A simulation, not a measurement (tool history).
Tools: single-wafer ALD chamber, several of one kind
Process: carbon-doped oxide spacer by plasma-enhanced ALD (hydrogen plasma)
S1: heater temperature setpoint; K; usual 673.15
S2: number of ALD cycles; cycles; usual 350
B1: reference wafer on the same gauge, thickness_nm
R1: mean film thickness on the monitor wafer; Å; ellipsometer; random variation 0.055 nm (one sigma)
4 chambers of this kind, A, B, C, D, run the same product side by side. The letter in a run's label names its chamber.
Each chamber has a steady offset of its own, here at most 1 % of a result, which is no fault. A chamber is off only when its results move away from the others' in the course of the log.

run 1D hour=5.8 | S1=673.15 S2=350 | B1=20.012 | R1=175.15
run 2B hour=12 | S1=673.15 S2=350 | B1=19.996 | R1=174.02
run 3A hour=17.7 | S1=673.15 S2=350 | B1=20.018 | R1=174.02
run 4C hour=25.1 | S1=673.15 S2=350 | B1=19.995 | R1=174.05
run 5A hour=34.4 | S1=673.15 S2=405 | B1=19.993 | R1=201.55
run 6B hour=40.7 | S1=673.15 S2=405 | B1=20.007 | R1=201.24
run 7D hour=51.9 | S1=673.15 S2=405 | B1=19.991 | R1=202.87
run 8C hour=61.7 | S1=673.15 S2=405 | B1=20.011 | R1=200.71
run 9A hour=67.1 | S1=661.15 S2=416 | B1=20.008 | R1=206.96
run 10B hour=79.6 | S1=661.15 S2=416 | B1=20.004 | R1=207.18
run 11D hour=87.9 | S1=661.15 S2=416 | B1=20.001 | R1=208.04
run 12C hour=94.8 | S1=661.15 S2=416 | B1=20.007 | R1=206.62
run 13A hour=101.6 | S1=673.15 S2=350 | B1=20.012 | R1=174.93
run 14C hour=110.9 | S1=663.15 S2=317 | B1=20.011 | R1=157.8
run 15B hour=121.2 | S1=663.15 S2=317 | B1=19.989 | R1=157.41
run 16D hour=130.4 | S1=663.15 S2=317 | B1=20.007 | R1=158.7
run 17C hour=136.3 | S1=663.15 S2=317 | B1=20.005 | R1=157.32
run 18D hour=147.9 | S1=673.15 S2=380 | B1=19.998 | R1=189.72
run 19A hour=154.7 | S1=673.15 S2=380 | B1=20.01 | R1=189.79
run 20B hour=163.5 | S1=673.15 S2=380 | B1=20.004 | R1=188.97
run 21B hour=174 | S1=673.15 S2=380 | B1=19.998 | R1=190.46
run 22D hour=186.5 | S1=673.15 S2=350 | B1=19.992 | R1=175.69
run 23C hour=192 | S1=673.15 S2=350 | B1=19.993 | R1=174.14
run 24A hour=198.7 | S1=673.15 S2=350 | B1=19.997 | R1=173.57
run 25C hour=210.4 | S1=673.15 S2=350 | B1=20.004 | R1=174.95
run 26A hour=220.3 | S1=673.15 S2=350 | B1=20.009 | R1=175.17
run 27D hour=227.2 | S1=673.15 S2=350 | B1=20.011 | R1=174.52
run 28B hour=237.5 | S1=673.15 S2=350 | B1=19.987 | R1=174.16
run 29C hour=249.2 | S1=673.15 S2=350 | B1=20.003 | R1=174.02
run 30D hour=257.4 | S1=662.15 S2=350 | B1=19.997 | R1=174.63
run 31A hour=264.3 | S1=662.15 S2=350 | B1=19.99 | R1=175
run 32B hour=275.1 | S1=662.15 S2=350 | B1=19.989 | R1=173.76
run 33A hour=280.8 | S1=662.15 S2=350 | B1=19.997 | R1=174.73
run 34B hour=291.8 | S1=673.15 S2=350 | B1=19.983 | R1=173.96
run 35C hour=298.9 | S1=673.15 S2=350 | B1=20.005 | R1=174.51
run 36D hour=311.1 | S1=673.15 S2=350 | B1=20.002 | R1=175.97
run 37A hour=319.3 | S1=679.15 S2=373 | B1=19.993 | R1=183.26
run 38D hour=328.7 | S1=679.15 S2=373 | B1=19.99 | R1=183.52
run 39C hour=338 | S1=679.15 S2=373 | B1=20.016 | R1=182.94
run 40B hour=349.6 | S1=679.15 S2=373 | B1=19.998 | R1=181.52
run 41C hour=356.9 | S1=682.15 S2=400 | B1=20.003 | R1=193.73

All 4 chambers run these settings next. Forecast each chamber's results:
run 42A hour=366 | S1=687.15 S2=350 | R1=?
run 42B hour=366 | S1=687.15 S2=350 | R1=?
run 42C hour=366 | S1=687.15 S2=350 | R1=?
run 42D hour=366 | S1=687.15 S2=350 | R1=?

run=42A R1=166.45
run=42B R1=166.62
run=42C R1=166.46
run=42D R1=167.62
